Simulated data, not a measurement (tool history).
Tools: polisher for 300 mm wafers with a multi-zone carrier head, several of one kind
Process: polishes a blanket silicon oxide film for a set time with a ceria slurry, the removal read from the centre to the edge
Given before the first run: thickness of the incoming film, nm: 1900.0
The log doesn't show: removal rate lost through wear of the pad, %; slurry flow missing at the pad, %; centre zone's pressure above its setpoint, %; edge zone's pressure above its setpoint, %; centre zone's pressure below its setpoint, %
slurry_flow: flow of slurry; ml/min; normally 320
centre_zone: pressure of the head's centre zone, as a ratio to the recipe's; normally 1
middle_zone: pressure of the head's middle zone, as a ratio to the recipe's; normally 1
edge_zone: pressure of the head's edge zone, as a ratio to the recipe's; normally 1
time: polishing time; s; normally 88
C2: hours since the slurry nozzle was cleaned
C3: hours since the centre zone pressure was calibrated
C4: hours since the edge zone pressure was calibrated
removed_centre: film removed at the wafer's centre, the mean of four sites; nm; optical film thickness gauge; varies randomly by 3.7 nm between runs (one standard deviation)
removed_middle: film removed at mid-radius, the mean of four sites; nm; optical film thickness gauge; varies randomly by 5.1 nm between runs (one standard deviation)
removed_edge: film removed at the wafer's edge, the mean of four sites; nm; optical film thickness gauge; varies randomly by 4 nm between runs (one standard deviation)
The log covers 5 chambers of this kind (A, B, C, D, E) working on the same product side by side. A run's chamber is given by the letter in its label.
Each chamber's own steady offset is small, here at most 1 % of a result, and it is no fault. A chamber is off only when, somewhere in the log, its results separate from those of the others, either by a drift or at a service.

Run 1A, hour 3.1: usual settings; wafers polished on this pad 774; C2 120.4; C3 464.4; C4 178.6. Result: removed_centre 567.98 nm, removed_middle 577.46 nm, removed_edge 560.24 nm.
Run 2D, hour 6.2: usual settings; wafers polished on this pad 601; C2 115.4; C3 497; C4 452.5. Result: removed_centre 565.68 nm, removed_middle 563.25 nm, removed_edge 570.3 nm.
Run 3B, hour 9.4: usual settings; wafers polished on this pad 177; C2 40; C3 594.8; C4 572.9. Result: removed_centre 574.48 nm, removed_middle 576.82 nm, removed_edge 571.07 nm.
Run 4C, hour 13.5: usual settings; wafers polished on this pad 736; C2 59.7; C3 173.9; C4 820.8. Result: removed_centre 568.81 nm, removed_middle 575.36 nm, removed_edge 571.97 nm.
Run 5E, hour 17.9: usual settings; wafers polished on this pad 696; C2 91.4; C3 758.1; C4 875.4. Result: removed_centre 560.58 nm, removed_middle 577.35 nm, removed_edge 561.09 nm.
Run 6E, hour 20.9: usual settings; wafers polished on this pad 710; C2 94.4; C3 761.1; C4 878.4. Result: removed_centre 565.87 nm, removed_middle 575.48 nm, removed_edge 563.64 nm.
At hour 22.1: chamber A: worn pad replaced by a new one.
Run 7B, hour 23.2: usual settings; wafers polished on this pad 245; C2 53.8; C3 608.6; C4 586.7. Result: removed_centre 564.84 nm, removed_middle 564.43 nm, removed_edge 570.53 nm.
Run 8A, hour 25.3: usual settings; wafers polished on this pad 16; C2 142.6; C3 486.6; C4 200.8. Result: removed_centre 560.61 nm, removed_middle 566.78 nm, removed_edge 561.9 nm.
Run 9C, hour 28.8: usual settings; wafers polished on this pad 812; C2 75; C3 189.2; C4 836.1. Result: removed_centre 566.75 nm, removed_middle 571.81 nm, removed_edge 568.94 nm.
Run 10D, hour 31.8: usual settings; wafers polished on this pad 728; C2 141; C3 522.6; C4 478.1. Result: removed_centre 566.35 nm, removed_middle 561.85 nm, removed_edge 570.96 nm.
Run 11D, hour 35.9: usual settings; wafers polished on this pad 748; C2 145.1; C3 526.7; C4 482.2. Result: removed_centre 568.39 nm, removed_middle 569.67 nm, removed_edge 565.51 nm.
Run 12C, hour 38.6: usual settings; wafers polished on this pad 860; C2 84.8; C3 199; C4 845.9. Result: removed_centre 566.73 nm, removed_middle 569.6 nm, removed_edge 569.28 nm.
Run 13B, hour 42.8: usual settings but middle_zone 1.07; wafers polished on this pad 342; C2 73.4; C3 628.2; C4 606.3. Result: removed_centre 570.68 nm, removed_middle 612.44 nm, removed_edge 567.84 nm.
Run 14A, hour 45.4: usual settings but middle_zone 1.07; wafers polished on this pad 115; C2 162.7; C3 506.7; C4 220.9. Result: removed_centre 561.64 nm, removed_middle 602.78 nm, removed_edge 558.84 nm.
Run 15E, hour 48.5: usual settings but middle_zone 1.07; wafers polished on this pad 847; C2 122; C3 788.7; C4 906. Result: removed_centre 567.83 nm, removed_middle 591.71 nm, removed_edge 565.66 nm.
At hour 50.1: chamber D: worn pad replaced by a new one.
Run 16E, hour 52.7: usual settings but middle_zone 1.07; wafers polished on this pad 868; C2 126.2; C3 792.9; C4 910.2. Result: removed_centre 563.96 nm, removed_middle 617.59 nm, removed_edge 571.56 nm.
Run 17D, hour 55.5: usual settings but middle_zone 1.07; wafers polished on this pad 26; C2 164.7; C3 546.3; C4 501.8. Result: removed_centre 572.63 nm, removed_middle 603.15 nm, removed_edge 571.86 nm.
Run 18B, hour 59.5: usual settings; wafers polished on this pad 425; C2 90.1; C3 644.9; C4 623. Result: removed_centre 565.45 nm, removed_middle 567.61 nm, removed_edge 569.45 nm.
Run 19C, hour 62.3: usual settings but slurry_flow 230 ml/min, middle_zone 0.92; wafers polished on this pad 978; C2 108.5; C3 222.7; C4 869.6. Result: removed_centre 533.42 nm, removed_middle 501.11 nm, removed_edge 552.19 nm.
Run 20A, hour 66.4: usual settings but slurry_flow 230 ml/min, middle_zone 0.92; wafers polished on this pad 219; C2 183.7; C3 527.7; C4 241.9. Result: removed_centre 532.49 nm, removed_middle 509.87 nm, removed_edge 538.87 nm.
Run 21B, hour 70.4: usual settings but slurry_flow 230 ml/min, middle_zone 0.92; wafers polished on this pad 479; C2 101; C3 655.8; C4 633.9. Result: removed_centre 538.43 nm, removed_middle 508.49 nm, removed_edge 557.62 nm.
At hour 73.7: chamber E: worn pad replaced by a new one.
Run 22A, hour 74.4: usual settings but slurry_flow 230 ml/min, middle_zone 0.92; wafers polished on this pad 259; C2 191.7; C3 535.7; C4 249.9. Result: removed_centre 535.69 nm, removed_middle 504.7 nm, removed_edge 547.36 nm.
Run 23D, hour 77: usual settings but slurry_flow 230 ml/min, middle_zone 0.92; wafers polished on this pad 133; C2 186.2; C3 567.8; C4 523.3. Result: removed_centre 542.14 nm, removed_middle 511.13 nm, removed_edge 566.56 nm.
Run 24C, hour 80.8: usual settings; wafers polished on this pad 1069; C2 127; C3 241.2; C4 888.1. Result: removed_centre 543.15 nm, removed_middle 570.83 nm, removed_edge 567.84 nm.
At hour 81.7: chamber C: worn pad replaced by a new one.
Run 25E, hour 84.6: usual settings; wafers polished on this pad 54; C2 158.1; C3 824.8; C4 942.1. Result: removed_centre 564.16 nm, removed_middle 568.76 nm, removed_edge 563.63 nm.
Run 26C, hour 87: usual settings; wafers polished on this pad 26; C2 133.2; C3 247.4; C4 894.3. Result: removed_centre 535.63 nm, removed_middle 575.91 nm, removed_edge 565.02 nm.
Run 27E, hour 89.9: usual settings; wafers polished on this pad 80; C2 163.4; C3 830.1; C4 947.4. Result: removed_centre 556.47 nm, removed_middle 568.42 nm, removed_edge 568.66 nm.
Run 28A, hour 93.2: usual settings; wafers polished on this pad 352; C2 210.5; C3 554.5; C4 268.7. Result: removed_centre 559.46 nm, removed_middle 575.2 nm, removed_edge 559.5 nm.
Run 29D, hour 95.3: usual settings; wafers polished on this pad 223; C2 204.5; C3 586.1; C4 541.6. Result: removed_centre 567.87 nm, removed_middle 568.64 nm, removed_edge 564.79 nm.
Run 30B, hour 98: usual settings; wafers polished on this pad 615; C2 128.6; C3 683.4; C4 661.5. Result: removed_centre 557.49 nm, removed_middle 570.95 nm, removed_edge 571.46 nm.
Run 31C, hour 100.7: usual settings; wafers polished on this pad 94; C2 146.9; C3 261.1; C4 908. Result: removed_centre 531.11 nm, removed_middle 571.32 nm, removed_edge 565.76 nm.
Run 32A, hour 104.9: usual settings; wafers polished on this pad 410; C2 222.2; C3 566.2; C4 280.4. Result: removed_centre 567.9 nm, removed_middle 562.08 nm, removed_edge 570.39 nm.
Run 33E, hour 108.6: usual settings; wafers polished on this pad 173; C2 182.1; C3 848.8; C4 966.1. Result: removed_centre 564.98 nm, removed_middle 573.3 nm, removed_edge 562.32 nm.

Decide between three cases: one chamber stands off from its peers, the gauge reading all wafers drifts, or nothing is wrong past each chamber's small offset. Where a chamber is off, say which and what most likely put it there.

Chamber C drifts away from the others.
Cause: centre zone's pressure below its setpoint, % = 7.18.

Below are 4 candidate recipes for chamber C's next run, each the usual settings with a change, their results shown as question marks. Which of them brings C's results back in line with what the other chambers give on the usual settings?
Maximum distance from the other chambers' mean on the usual settings for a result to count as in line: removed_centre 13 nm; removed_middle 18 nm; removed_edge 14 nm
Run 34C-1, hour 111.8: usual settings but slurry_flow 315 ml/min, centre_zone 0.95, middle_zone 1.01, edge_zone 1.02, time 87 s. Result: removed_centre ?, removed_middle ?, removed_edge ?.
Run 34C-2, hour 111.8: usual settings but slurry_flow 315 ml/min, centre_zone 0.89, middle_zone 1.03, edge_zone 1.03, time 86 s. Result: removed_centre ?, removed_middle ?, removed_edge ?.
Run 34C-3, hour 111.8: usual settings but slurry_flow 325 ml/min, centre_zone 1.11, middle_zone 0.97, edge_zone 0.97, time 90 s. Result: removed_centre ?, removed_middle ?, removed_edge ?.
Run 34C-4, hour 111.8: usual settings but slurry_flow 325 ml/min, centre_zone 1.05, middle_zone 0.99, edge_zone 0.98, time 89 s. Result: removed_centre ?, removed_middle ?, removed_edge ?.

The other chambers' mean on the usual settings: removed_centre 564.4 nm; removed_middle 568.1 nm; removed_edge 567.18 nm
  run  removed_centre  removed_middle  removed_edge
34C-1          491.37          567.61        560.67
34C-2           452.3          571.43        556.99
34C-3          603.53           567.1        566.28
34C-4          562.15          571.52        562.87
With 34C-4, the chamber falls back in line with the rest.
